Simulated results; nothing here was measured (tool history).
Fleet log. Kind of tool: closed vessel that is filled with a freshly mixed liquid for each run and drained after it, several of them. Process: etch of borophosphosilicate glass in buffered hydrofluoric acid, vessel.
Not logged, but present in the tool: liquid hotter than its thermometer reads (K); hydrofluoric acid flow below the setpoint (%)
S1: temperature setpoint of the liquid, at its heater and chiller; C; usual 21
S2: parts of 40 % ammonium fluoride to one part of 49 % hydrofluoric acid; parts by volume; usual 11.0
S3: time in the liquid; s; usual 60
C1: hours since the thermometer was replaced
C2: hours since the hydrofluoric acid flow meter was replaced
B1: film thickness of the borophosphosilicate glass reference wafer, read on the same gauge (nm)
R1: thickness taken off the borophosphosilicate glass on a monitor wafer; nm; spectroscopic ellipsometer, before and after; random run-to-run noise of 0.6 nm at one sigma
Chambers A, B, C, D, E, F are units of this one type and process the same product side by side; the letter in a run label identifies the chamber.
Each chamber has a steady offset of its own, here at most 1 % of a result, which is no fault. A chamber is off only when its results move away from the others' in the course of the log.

run 1D hour=10.7 | S1=21 S2=11.0 S3=60 | C1=175.9 C2=1339.9 | B1=39.997 | R1=90.796
run 2C hour=16.9 | S1=21 S2=11.0 S3=60 | C1=452.2 C2=837.1 | B1=39.995 | R1=90.260
run 3F hour=24.7 | S1=21 S2=11.0 S3=60 | C1=190.5 C2=1118.5 | B1=40.001 | R1=88.634
run 4A hour=32.4 | S1=21 S2=11.0 S3=60 | C1=217.9 C2=184.5 | B1=39.993 | R1=90.151
-- hour=43.7 chamber E: thermometer replaced
run 5B hour=45.4 | S1=21 S2=9.5 S3=60 | C1=359.7 C2=398.2 | B1=39.974 | R1=101.590
run 6E hour=56.9 | S1=21 S2=9.5 S3=60 | C1=13.2 C2=350.7 | B1=39.992 | R1=103.060
run 7E hour=66.5 | S1=21 S2=9.5 S3=60 | C1=22.8 C2=360.3 | B1=39.995 | R1=101.030
run 8F hour=72.6 | S1=21 S2=9.5 S3=60 | C1=238.4 C2=1166.4 | B1=39.975 | R1=101.730
run 9A hour=82.5 | S1=21 S2=9.5 S3=60 | C1=268.0 C2=234.6 | B1=40.012 | R1=101.210
run 10C hour=94.0 | S1=21 S2=9.5 S3=60 | C1=529.3 C2=914.2 | B1=40.009 | R1=101.400
run 11D hour=101.2 | S1=21 S2=11.0 S3=60 | C1=266.4 C2=1430.4 | B1=39.993 | R1=90.169
run 12B hour=106.8 | S1=21 S2=8.0 S3=60 | C1=421.1 C2=459.6 | B1=39.997 | R1=119.160
run 13D hour=117.4 | S1=21 S2=8.0 S3=60 | C1=282.6 C2=1446.6 | B1=40.006 | R1=120.830
run 14E hour=127.7 | S1=21 S2=8.0 S3=60 | C1=84.0 C2=421.5 | B1=39.994 | R1=118.110
run 15C hour=140.2 | S1=21 S2=8.0 S3=60 | C1=575.5 C2=960.4 | B1=40.001 | R1=120.640
-- hour=150.5 chamber B: hydrofluoric acid flow meter replaced
run 16A hour=152.8 | S1=21 S2=8.0 S3=60 | C1=338.3 C2=304.9 | B1=40.003 | R1=119.340
run 17B hour=160.9 | S1=21 S2=8.0 S3=60 | C1=475.2 C2=10.4 | B1=39.981 | R1=121.290
run 18F hour=170.2 | S1=21 S2=11.0 S3=60 | C1=336.0 C2=1264.0 | B1=39.982 | R1=88.684
run 19C hour=178.3 | S1=19 S2=15.0 S3=60 | C1=613.6 C2=998.5 | B1=40.008 | R1=58.373
run 20B hour=187.7 | S1=19 S2=15.0 S3=60 | C1=502.0 C2=37.2 | B1=39.985 | R1=60.453
run 21E hour=196.6 | S1=19 S2=15.0 S3=60 | C1=152.9 C2=490.4 | B1=40.005 | R1=58.178
run 22D hour=209.1 | S1=19 S2=15.0 S3=60 | C1=374.3 C2=1538.3 | B1=40.013 | R1=59.824
run 23F hour=220.3 | S1=19 S2=15.0 S3=60 | C1=386.1 C2=1314.1 | B1=39.994 | R1=58.866
run 24A hour=231.7 | S1=19 S2=15.0 S3=60 | C1=417.2 C2=383.8 | B1=40.013 | R1=59.754
run 25A hour=239.6 | S1=21 S2=11.0 S3=60 | C1=425.1 C2=391.7 | B1=39.988 | R1=90.485
run 26B hour=247.4 | S1=21 S2=11.0 S3=60 | C1=561.7 C2=96.9 | B1=39.997 | R1=93.826
run 27E hour=257.1 | S1=21 S2=11.0 S3=60 | C1=213.4 C2=550.9 | B1=39.987 | R1=88.423
-- hour=261.9 chamber A: hydrofluoric acid flow meter replaced
run 28D hour=270.1 | S1=21 S2=11.0 S3=60 | C1=435.3 C2=1599.3 | B1=39.991 | R1=89.479
run 29C hour=281.2 | S1=21 S2=11.0 S3=60 | C1=716.5 C2=1101.4 | B1=40.003 | R1=88.727
run 30F hour=294.3 | S1=23 S2=11.0 S3=45 | C1=460.1 C2=1388.1 | B1=40.008 | R1=74.944
run 31A hour=303.2 | S1=23 S2=11.0 S3=45 | C1=488.7 C2=41.3 | B1=39.991 | R1=74.950
run 32C hour=312.3 | S1=23 S2=11.0 S3=45 | C1=747.6 C2=1132.5 | B1=40.000 | R1=74.315
run 33B hour=320.1 | S1=23 S2=11.0 S3=45 | C1=634.4 C2=169.6 | B1=39.983 | R1=79.744
run 34F hour=331.7 | S1=23 S2=11.0 S3=45 | C1=497.5 C2=1425.5 | B1=39.988 | R1=75.289
run 35D hour=339.5 | S1=23 S2=11.0 S3=45 | C1=504.7 C2=1668.7 | B1=40.010 | R1=75.299
run 36E hour=350.5 | S1=21 S2=11.0 S3=60 | C1=306.8 C2=644.3 | B1=40.007 | R1=88.853
run 37C hour=363.2 | S1=21 S2=11.0 S3=60 | C1=798.5 C2=1183.4 | B1=40.016 | R1=88.810
run 38D hour=375.3 | S1=21 S2=11.0 S3=60 | C1=540.5 C2=1704.5 | B1=40.006 | R1=89.267
run 39F hour=381.1 | S1=21 S2=11.0 S3=60 | C1=546.9 C2=1474.9 | B1=40.004 | R1=88.320
run 40A hour=390.8 | S1=21 S2=11.0 S3=60 | C1=576.3 C2=128.9 | B1=40.009 | R1=89.029

Predict what each chamber gives when all 6 of them run the settings below next.
run 41A hour=400.1 | S1=21 S2=14.5 S3=60 | R1=?
run 41B hour=400.1 | S1=21 S2=14.5 S3=60 | R1=?
run 41C hour=400.1 | S1=21 S2=14.5 S3=60 | R1=?
run 41D hour=400.1 | S1=21 S2=14.5 S3=60 | R1=?
run 41E hour=400.1 | S1=21 S2=14.5 S3=60 | R1=?
run 41F hour=400.1 | S1=21 S2=14.5 S3=60 | R1=?

run=41A R1=68.584
run=41B R1=74.973
run=41C R1=67.937
run=41D R1=69.319
run=41E R1=67.014
run=41F R1=67.801
